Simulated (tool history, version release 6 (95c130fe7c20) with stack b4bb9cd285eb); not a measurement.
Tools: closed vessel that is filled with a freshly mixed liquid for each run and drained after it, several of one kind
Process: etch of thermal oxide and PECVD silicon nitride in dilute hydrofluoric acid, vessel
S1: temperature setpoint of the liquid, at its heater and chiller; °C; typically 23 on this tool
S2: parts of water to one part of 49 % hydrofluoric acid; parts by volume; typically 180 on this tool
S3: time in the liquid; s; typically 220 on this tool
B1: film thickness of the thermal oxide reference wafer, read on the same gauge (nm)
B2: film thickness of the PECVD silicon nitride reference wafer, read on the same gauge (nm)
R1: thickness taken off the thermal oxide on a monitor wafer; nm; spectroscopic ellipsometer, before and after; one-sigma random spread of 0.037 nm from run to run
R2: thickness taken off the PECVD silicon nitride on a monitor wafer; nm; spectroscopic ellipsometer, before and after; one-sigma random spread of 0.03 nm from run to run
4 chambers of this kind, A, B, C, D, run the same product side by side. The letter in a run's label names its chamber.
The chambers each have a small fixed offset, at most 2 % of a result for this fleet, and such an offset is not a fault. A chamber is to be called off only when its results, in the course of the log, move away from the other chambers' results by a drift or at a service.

{"run": "1A", "day": 0.125, "S1": 23, "S2": 180, "S3": 220, "B1": 30.022, "B2": 140, "R1": 4.9115, "R2": 2.4428}
{"run": "2D", "day": 0.283, "S1": 23, "S2": 180, "S3": 220, "B1": 30.008, "B2": 140, "R1": 4.9762, "R2": 2.4015}
{"run": "3C", "day": 0.475, "S1": 23, "S2": 180, "S3": 220, "B1": 30.037, "B2": 140.01, "R1": 4.8236, "R2": 2.493}
{"run": "4B", "day": 0.583, "S1": 23, "S2": 180, "S3": 220, "B1": 29.994, "B2": 139.97, "R1": 4.9988, "R2": 2.4528}
{"run": "5D", "day": 0.692, "S1": 23, "S2": 180, "S3": 220, "B1": 30.007, "B2": 140.02, "R1": 5.0617, "R2": 2.3923}
{"run": "6C", "day": 0.862, "S1": 23, "S2": 180, "S3": 220, "B1": 29.992, "B2": 139.97, "R1": 4.8414, "R2": 2.4792}
{"run": "7A", "day": 1.008, "S1": 23, "S2": 180, "S3": 220, "B1": 29.991, "B2": 140.07, "R1": 4.9879, "R2": 2.4377}
{"run": "8B", "day": 1.196, "S1": 19, "S2": 180, "S3": 220, "B1": 29.982, "B2": 140, "R1": 4.2772, "R2": 1.9569}
{"run": "9B", "day": 1.304, "S1": 19, "S2": 180, "S3": 220, "B1": 29.986, "B2": 139.98, "R1": 4.2609, "R2": 1.8804}
{"run": "10A", "day": 1.442, "S1": 19, "S2": 180, "S3": 220, "B1": 30.003, "B2": 140, "R1": 4.1746, "R2": 1.8816}
{"run": "11D", "day": 1.554, "S1": 19, "S2": 180, "S3": 220, "B1": 30.005, "B2": 140, "R1": 4.2784, "R2": 1.867}
{"run": "12C", "day": 1.662, "S1": 23, "S2": 180, "S3": 220, "B1": 29.986, "B2": 140.02, "R1": 4.8915, "R2": 2.4203}
{"run": "13B", "day": 1.825, "S1": 23, "S2": 180, "S3": 220, "B1": 29.985, "B2": 140, "R1": 4.9255, "R2": 2.4816}
{"run": "14C", "day": 1.938, "S1": 23, "S2": 180, "S3": 220, "B1": 29.977, "B2": 140.01, "R1": 4.8741, "R2": 2.4517}
{"run": "15D", "day": 2.083, "S1": 23, "S2": 180, "S3": 220, "B1": 29.969, "B2": 139.99, "R1": 4.9619, "R2": 2.3697}
{"run": "16A", "day": 2.179, "S1": 23, "S2": 180, "S3": 220, "B1": 30.003, "B2": 140.03, "R1": 4.9856, "R2": 2.4497}
{"run": "17A", "day": 2.3, "S1": 23, "S2": 180, "S3": 220, "B1": 30.012, "B2": 140.04, "R1": 4.9166, "R2": 2.4307}
{"run": "18C", "day": 2.429, "S1": 23, "S2": 180, "S3": 220, "B1": 30.009, "B2": 139.99, "R1": 4.9043, "R2": 2.441}
{"run": "19B", "day": 2.592, "S1": 23, "S2": 180, "S3": 220, "B1": 30.004, "B2": 140.02, "R1": 4.8546, "R2": 2.3841}
{"run": "20D", "day": 2.7, "S1": 23, "S2": 180, "S3": 220, "B1": 29.984, "B2": 139.97, "R1": 5.0195, "R2": 2.3984}
{"run": "21D", "day": 2.888, "S1": 23, "S2": 180, "S3": 220, "B1": 29.98, "B2": 140.03, "R1": 5.0534, "R2": 2.4288}
{"run": "22C", "day": 3.046, "S1": 23, "S2": 180, "S3": 220, "B1": 29.999, "B2": 140, "R1": 4.8381, "R2": 2.4185}
{"run": "23B", "day": 3.196, "S1": 23, "S2": 180, "S3": 220, "B1": 29.995, "B2": 139.96, "R1": 4.8125, "R2": 2.3399}
{"run": "24A", "day": 3.375, "S1": 23, "S2": 180, "S3": 220, "B1": 29.994, "B2": 139.99, "R1": 4.9843, "R2": 2.4602}
{"run": "25A", "day": 3.546, "S1": 23, "S2": 180, "S3": 220, "B1": 29.987, "B2": 140.03, "R1": 5.0194, "R2": 2.3887}
{"run": "26D", "day": 3.679, "S1": 23, "S2": 180, "S3": 220, "B1": 30.016, "B2": 139.99, "R1": 5.0054, "R2": 2.3951}
{"run": "27B", "day": 3.804, "S1": 19, "S2": 180, "S3": 220, "B1": 29.999, "B2": 140, "R1": 4.0817, "R2": 1.7432}
{"run": "28C", "day": 3.9, "S1": 19, "S2": 180, "S3": 220, "B1": 30.022, "B2": 139.98, "R1": 4.1975, "R2": 1.8707}
{"run": "29C", "day": 4.067, "S1": 19, "S2": 180, "S3": 220, "B1": 30, "B2": 139.96, "R1": 4.2123, "R2": 1.9354}
{"run": "30D", "day": 4.246, "S1": 19, "S2": 180, "S3": 220, "B1": 29.994, "B2": 140.02, "R1": 4.3151, "R2": 1.8044}
{"run": "31A", "day": 4.354, "S1": 23, "S2": 180, "S3": 220, "B1": 29.997, "B2": 140.01, "R1": 4.9215, "R2": 2.4727}
{"run": "32B", "day": 4.438, "S1": 23, "S2": 180, "S3": 220, "B1": 29.992, "B2": 139.97, "R1": 4.73, "R2": 2.2913}
{"run": "33A", "day": 4.583, "S1": 25, "S2": 180, "S3": 170, "B1": 29.996, "B2": 140.03, "R1": 4.1839, "R2": 2.1682}
{"run": "34C", "day": 4.704, "S1": 25, "S2": 180, "S3": 170, "B1": 29.984, "B2": 140, "R1": 4.0557, "R2": 2.1333}
{"run": "35D", "day": 4.817, "S1": 25, "S2": 180, "S3": 170, "B1": 29.991, "B2": 140.01, "R1": 4.155, "R2": 2.1653}
{"run": "36B", "day": 4.917, "S1": 25, "S2": 180, "S3": 170, "B1": 30.022, "B2": 139.99, "R1": 3.85, "R2": 1.9224}
{"run": "37C", "day": 5.042, "S1": 23, "S2": 180, "S3": 220, "B1": 30.013, "B2": 140.02, "R1": 4.9505, "R2": 2.4569}

All 4 chambers run these settings next. Forecast each chamber's results:
{"run": "38A", "day": 5.179, "S1": 23, "S2": 180, "S3": 220, "R1": "?", "R2": "?"}
{"run": "38B", "day": 5.179, "S1": 23, "S2": 180, "S3": 220, "R1": "?", "R2": "?"}
{"run": "38C", "day": 5.179, "S1": 23, "S2": 180, "S3": 220, "R1": "?", "R2": "?"}
{"run": "38D", "day": 5.179, "S1": 23, "S2": 180, "S3": 220, "R1": "?", "R2": "?"}

run=38A R1=4.96 R2=2.4913
run=38B R1=4.6844 R2=2.1638
run=38C R1=4.8558 R2=2.4597
run=38D R1=4.9924 R2=2.4342
